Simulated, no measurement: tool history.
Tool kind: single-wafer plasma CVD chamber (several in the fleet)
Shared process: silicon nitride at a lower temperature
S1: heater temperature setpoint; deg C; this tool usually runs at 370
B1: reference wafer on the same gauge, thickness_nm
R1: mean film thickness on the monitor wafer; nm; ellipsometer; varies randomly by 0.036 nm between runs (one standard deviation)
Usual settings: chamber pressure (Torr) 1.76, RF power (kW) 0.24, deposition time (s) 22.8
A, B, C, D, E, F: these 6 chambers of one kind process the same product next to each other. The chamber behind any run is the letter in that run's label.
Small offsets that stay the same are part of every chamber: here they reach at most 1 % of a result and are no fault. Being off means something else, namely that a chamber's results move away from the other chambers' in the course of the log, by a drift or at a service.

-- day=0.238 chamber D: RF generator calibrated
run 1D day=0.567 | S1=370 chamber_pressure_(Torr)=1.76 RF_power_(kW)=0.24 deposition_time_(s)=22.8 | B1=19.695 | R1=23.542
run 2E day=1.1 | S1=370 chamber_pressure_(Torr)=1.76 RF_power_(kW)=0.24 deposition_time_(s)=22.8 | B1=19.69 | R1=23.422
run 3A day=1.646 | S1=370 chamber_pressure_(Torr)=1.76 RF_power_(kW)=0.24 deposition_time_(s)=22.8 | B1=19.691 | R1=23.43
-- day=2.071 chamber C: capacitance manometer re-zeroed and calibrated
run 4F day=2.162 | S1=370 chamber_pressure_(Torr)=1.76 RF_power_(kW)=0.24 deposition_time_(s)=22.8 | B1=19.687 | R1=23.286
run 5C day=2.471 | S1=370 chamber_pressure_(Torr)=1.76 RF_power_(kW)=0.24 deposition_time_(s)=22.8 | B1=19.689 | R1=23.314
run 6B day=2.996 | S1=370 chamber_pressure_(Torr)=1.76 RF_power_(kW)=0.24 deposition_time_(s)=22.8 | B1=19.683 | R1=23.16
run 7A day=3.488 | S1=370 chamber_pressure_(Torr)=1.76 RF_power_(kW)=0.24 deposition_time_(s)=22.8 | B1=19.674 | R1=23.322
run 8F day=3.912 | S1=370 chamber_pressure_(Torr)=1.76 RF_power_(kW)=0.24 deposition_time_(s)=22.8 | B1=19.679 | R1=23.317
run 9E day=4.196 | S1=370 chamber_pressure_(Torr)=1.76 RF_power_(kW)=0.28 deposition_time_(s)=20.6 | B1=19.673 | R1=23.521
run 10B day=4.633 | S1=370 chamber_pressure_(Torr)=1.76 RF_power_(kW)=0.28 deposition_time_(s)=20.6 | B1=19.668 | R1=23.413
run 11C day=4.996 | S1=370 chamber_pressure_(Torr)=1.76 RF_power_(kW)=0.28 deposition_time_(s)=20.6 | B1=19.67 | R1=23.484
run 12D day=5.529 | S1=370 chamber_pressure_(Torr)=1.76 RF_power_(kW)=0.28 deposition_time_(s)=20.6 | B1=19.67 | R1=23.747
run 13C day=6.092 | S1=370 chamber_pressure_(Torr)=1.76 RF_power_(kW)=0.28 deposition_time_(s)=20.6 | B1=19.666 | R1=23.378
run 14B day=6.571 | S1=370 chamber_pressure_(Torr)=1.76 RF_power_(kW)=0.28 deposition_time_(s)=20.6 | B1=19.658 | R1=23.361
-- day=6.65 chamber D: thermocouple changed; heater temperature recalibrated
run 15D day=7.217 | S1=370 chamber_pressure_(Torr)=1.76 RF_power_(kW)=0.24 deposition_time_(s)=22.8 | B1=19.65 | R1=23.557
run 16A day=7.658 | S1=370 chamber_pressure_(Torr)=1.76 RF_power_(kW)=0.24 deposition_time_(s)=22.8 | B1=19.652 | R1=23.398
-- day=8.312 chamber E: RF generator calibrated
run 17F day=8.312 | S1=370 chamber_pressure_(Torr)=1.76 RF_power_(kW)=0.24 deposition_time_(s)=22.8 | B1=19.653 | R1=23.28
-- day=8.667 chamber E: thermocouple changed; heater temperature recalibrated
run 18E day=8.754 | S1=370 chamber_pressure_(Torr)=1.76 RF_power_(kW)=0.24 deposition_time_(s)=22.8 | B1=19.655 | R1=23.283
run 19B day=9.125 | S1=370 chamber_pressure_(Torr)=1.76 RF_power_(kW)=0.24 deposition_time_(s)=22.8 | B1=19.648 | R1=23.149
run 20A day=9.696 | S1=376 chamber_pressure_(Torr)=1.76 RF_power_(kW)=0.24 deposition_time_(s)=22.8 | B1=19.634 | R1=23.193
run 21E day=10.279 | S1=376 chamber_pressure_(Torr)=1.76 RF_power_(kW)=0.24 deposition_time_(s)=22.8 | B1=19.636 | R1=23.238
run 22F day=10.662 | S1=376 chamber_pressure_(Torr)=1.76 RF_power_(kW)=0.24 deposition_time_(s)=22.8 | B1=19.637 | R1=23.122
-- day=10.704 chamber B: thermocouple changed; heater temperature recalibrated
-- day=10.779 chamber E: capacitance manometer re-zeroed and calibrated
run 23D day=11.042 | S1=376 chamber_pressure_(Torr)=1.76 RF_power_(kW)=0.24 deposition_time_(s)=22.8 | B1=19.641 | R1=23.411
run 24C day=11.6 | S1=376 chamber_pressure_(Torr)=1.76 RF_power_(kW)=0.24 deposition_time_(s)=22.8 | B1=19.638 | R1=23.187
-- day=11.817 chamber A: RF generator calibrated
run 25C day=12.112 | S1=376 chamber_pressure_(Torr)=1.76 RF_power_(kW)=0.24 deposition_time_(s)=22.8 | B1=19.629 | R1=23.196
run 26A day=12.771 | S1=370 chamber_pressure_(Torr)=1.76 RF_power_(kW)=0.24 deposition_time_(s)=22.8 | B1=19.619 | R1=23.309
run 27D day=13.258 | S1=370 chamber_pressure_(Torr)=1.76 RF_power_(kW)=0.24 deposition_time_(s)=22.8 | B1=19.615 | R1=23.485
run 28B day=13.883 | S1=370 chamber_pressure_(Torr)=1.76 RF_power_(kW)=0.24 deposition_time_(s)=22.8 | B1=19.617 | R1=23.127
run 29E day=14.25 | S1=361 chamber_pressure_(Torr)=2.19 RF_power_(kW)=0.24 deposition_time_(s)=22.8 | B1=19.622 | R1=24.73
run 30F day=14.738 | S1=361 chamber_pressure_(Torr)=2.19 RF_power_(kW)=0.24 deposition_time_(s)=22.8 | B1=19.606 | R1=24.724
run 31A day=15.054 | S1=361 chamber_pressure_(Torr)=2.19 RF_power_(kW)=0.24 deposition_time_(s)=22.8 | B1=19.619 | R1=24.812
run 32E day=15.492 | S1=361 chamber_pressure_(Torr)=2.19 RF_power_(kW)=0.24 deposition_time_(s)=22.8 | B1=19.621 | R1=24.68
run 33F day=15.883 | S1=361 chamber_pressure_(Torr)=2.19 RF_power_(kW)=0.24 deposition_time_(s)=22.8 | B1=19.61 | R1=24.627
run 34B day=16.3 | S1=361 chamber_pressure_(Torr)=2.19 RF_power_(kW)=0.24 deposition_time_(s)=22.8 | B1=19.606 | R1=24.576
run 35D day=16.875 | S1=370 chamber_pressure_(Torr)=1.76 RF_power_(kW)=0.24 deposition_time_(s)=22.8 | B1=19.605 | R1=23.478
run 36C day=17.312 | S1=370 chamber_pressure_(Torr)=1.76 RF_power_(kW)=0.24 deposition_time_(s)=22.8 | B1=19.6 | R1=23.22
run 37D day=17.796 | S1=370 chamber_pressure_(Torr)=1.76 RF_power_(kW)=0.24 deposition_time_(s)=22.8 | B1=19.59 | R1=23.462
run 38A day=18.262 | S1=370 chamber_pressure_(Torr)=1.76 RF_power_(kW)=0.24 deposition_time_(s)=22.8 | B1=19.596 | R1=23.223
run 39E day=18.675 | S1=370 chamber_pressure_(Torr)=1.76 RF_power_(kW)=0.24 deposition_time_(s)=22.8 | B1=19.587 | R1=23.216
run 40F day=19.071 | S1=370 chamber_pressure_(Torr)=1.76 RF_power_(kW)=0.24 deposition_time_(s)=22.8 | B1=19.589 | R1=23.158
run 41B day=19.517 | S1=370 chamber_pressure_(Torr)=1.76 RF_power_(kW)=0.24 deposition_time_(s)=22.8 | B1=19.582 | R1=23.093
run 42C day=20.146 | S1=370 chamber_pressure_(Torr)=1.76 RF_power_(kW)=0.24 deposition_time_(s)=22.8 | B1=19.581 | R1=23.184
run 43A day=20.796 | S1=370 chamber_pressure_(Torr)=1.76 RF_power_(kW)=0.24 deposition_time_(s)=22.8 | B1=19.582 | R1=23.302

Read the log: is a single chamber off, either drifting away or since a service, is the gauge that measures every chamber drifting, or is nothing wrong beyond small per-chamber offsets? Name any odd chamber and what most likely caused it.

The shared gauge is drifting. All chambers look as if they move in step, but none is off.
Cause: gauge reads low (%) = 0.625.
